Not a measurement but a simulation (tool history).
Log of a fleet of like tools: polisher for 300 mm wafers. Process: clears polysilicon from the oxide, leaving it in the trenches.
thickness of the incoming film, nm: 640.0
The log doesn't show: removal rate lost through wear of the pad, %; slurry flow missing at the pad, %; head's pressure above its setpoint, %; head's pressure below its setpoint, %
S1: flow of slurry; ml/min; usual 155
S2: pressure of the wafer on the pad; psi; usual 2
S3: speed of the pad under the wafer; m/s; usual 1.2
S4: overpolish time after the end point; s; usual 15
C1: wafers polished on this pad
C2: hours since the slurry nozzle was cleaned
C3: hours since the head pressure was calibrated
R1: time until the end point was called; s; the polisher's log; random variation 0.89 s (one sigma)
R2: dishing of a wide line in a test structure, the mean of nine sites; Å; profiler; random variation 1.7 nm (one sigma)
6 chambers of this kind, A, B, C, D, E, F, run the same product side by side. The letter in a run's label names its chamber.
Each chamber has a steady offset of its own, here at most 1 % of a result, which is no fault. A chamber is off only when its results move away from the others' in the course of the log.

run,hour,S1,S2,S3,S4,C1,C2,C3,R1,R2
1E,4.8,155,2,1.2,15,450,462.8,764,48.553,722.61
# hour 7.4: chamber F: worn pad replaced by a new one
2B,12.8,155,2,1.2,15,519,103.5,278.7,46.445,691.98
# hour 14.9: chamber A: worn pad replaced by a new one
# hour 17.5: chamber E: worn pad replaced by a new one
3A,20.5,155,2,1.2,15,48,124,493,47.465,684.89
# hour 22.2: chamber C: worn pad replaced by a new one
4F,27,155,2,1.2,15,168,229.8,333.1,47.004,704.77
5D,33.6,155,2,1.2,15,299,244,964.4,47.178,719.04
6C,39.4,155,2,1.2,15,148,100.6,1269.7,47.102,706.82
# hour 42.3: chamber E: head pressure recalibrated
7B,45.2,155,2,1.2,15,797,135.9,311.1,47.961,700.25
# hour 50.9: chamber E: slurry nozzle cleaned
8E,51.6,155,2,1.2,15,292,0.7,9.4,47.504,705.35
9F,59.2,155,2,1.2,15,444,262,365.3,47.142,695.83
10A,65,155,2,1.2,15,430,168.5,537.5,49.761,699.66
# hour 68.8: chamber C: head pressure recalibrated
11C,68.8,155,2,1.2,15,400,130,0.1,45.479,686.45
12D,74.2,155,2,1.2,15,647,284.6,1005,47.032,704.43
# hour 77.1: chamber E: worn pad replaced by a new one
13D,81,155,2,1.2,15,705,291.4,1011.8,46.654,697.13
# hour 83.8: chamber B: worn pad replaced by a new one
# hour 84.7: chamber D: head pressure recalibrated
14C,85.5,155,2,1.2,15,543,146.7,16.8,45.455,672.88
# hour 90.3: chamber A: slurry nozzle cleaned
15E,93.1,155,2,1.2,15,137,42.2,50.9,45.022,692.68
16A,100.8,180,2,1.2,15,737,10.5,573.3,45.269,704.33
# hour 104.7: chamber A: worn pad replaced by a new one
17B,108.8,180,2,1.2,15,214,199.5,374.7,44.643,678.75
18F,112.5,180,2,1.2,15,901,315.3,418.6,46.567,682.79
# hour 117.4: chamber C: worn pad replaced by a new one
19B,117.9,180,2,1.2,15,292,208.6,383.8,45.493,692.88
# hour 119.7: chamber F: worn pad replaced by a new one
20E,121.4,180,2,1.2,15,380,70.5,79.2,46.184,696.35
21F,127.4,180,2,1.2,15,66,330.2,433.5,44.147,693.42
22C,131.7,155,2,1.2,15,123,192.9,63,45.927,686.04
# hour 136.9: chamber D: worn pad replaced by a new one
23D,137.3,155,2,1.2,15,3,347.7,52.7,46.567,695.9
24A,142.6,155,2,1.2,15,325,52.3,615.1,48.812,697.85
25E,147.8,155,2.6,1.5,15,606,96.9,105.6,28.925,764.22
# hour 151.7: chamber E: worn pad replaced by a new one
26A,154,155,2.6,1.5,15,423,63.7,626.5,28.595,763.78
# hour 157.4: chamber D: slurry nozzle cleaned
# hour 158.6: chamber C: slurry nozzle cleaned
27F,161.2,155,2.6,1.5,15,356,364,467.3,30.031,752.01
28B,168.7,155,2.6,1.5,15,728,259.4,434.6,28.623,752.52
29D,175.8,155,2.6,1.5,15,334,18.5,91.2,28.54,732.79
30C,181,155,2.6,1.5,15,545,22.4,112.3,27.5,741.47
31F,187.3,190,2,1.36,15,580,390.1,493.4,41.591,702.6
32D,193.9,190,2,1.36,15,489,36.6,109.3,39,697.36
# hour 197.9: chamber C: worn pad replaced by a new one
33B,198.3,190,2,1.36,15,982,289,464.2,39.869,757.36
34C,202,190,2,1.36,15,35,43.4,133.3,39.255,708.84
# hour 204.4: chamber A: worn pad replaced by a new one
35E,206.3,190,2,1.36,15,468,155.4,164.1,40.389,731.3
36A,210.8,190,2,1.36,15,55,120.5,683.3,38.115,739.2
37F,216.7,155,2,1.2,15,832,419.5,522.8,47.242,707.44
38A,221.3,155,2,1.2,15,145,131,693.8,47.092,706.55

All 6 chambers run these settings next. Forecast each chamber's results:
39A,227.1,155,2,1.2,15,,,,?,?
39B,227.1,155,2,1.2,15,,,,?,?
39C,227.1,155,2,1.2,15,,,,?,?
39D,227.1,155,2,1.2,15,,,,?,?
39E,227.1,155,2,1.2,15,,,,?,?
39F,227.1,155,2,1.2,15,,,,?,?

run,R1,R2
39A,45.583,703.05
39B,46.686,677.15
39C,45.378,668.3
39D,46.269,691.48
39E,46.772,694.81
39F,47.203,683.9
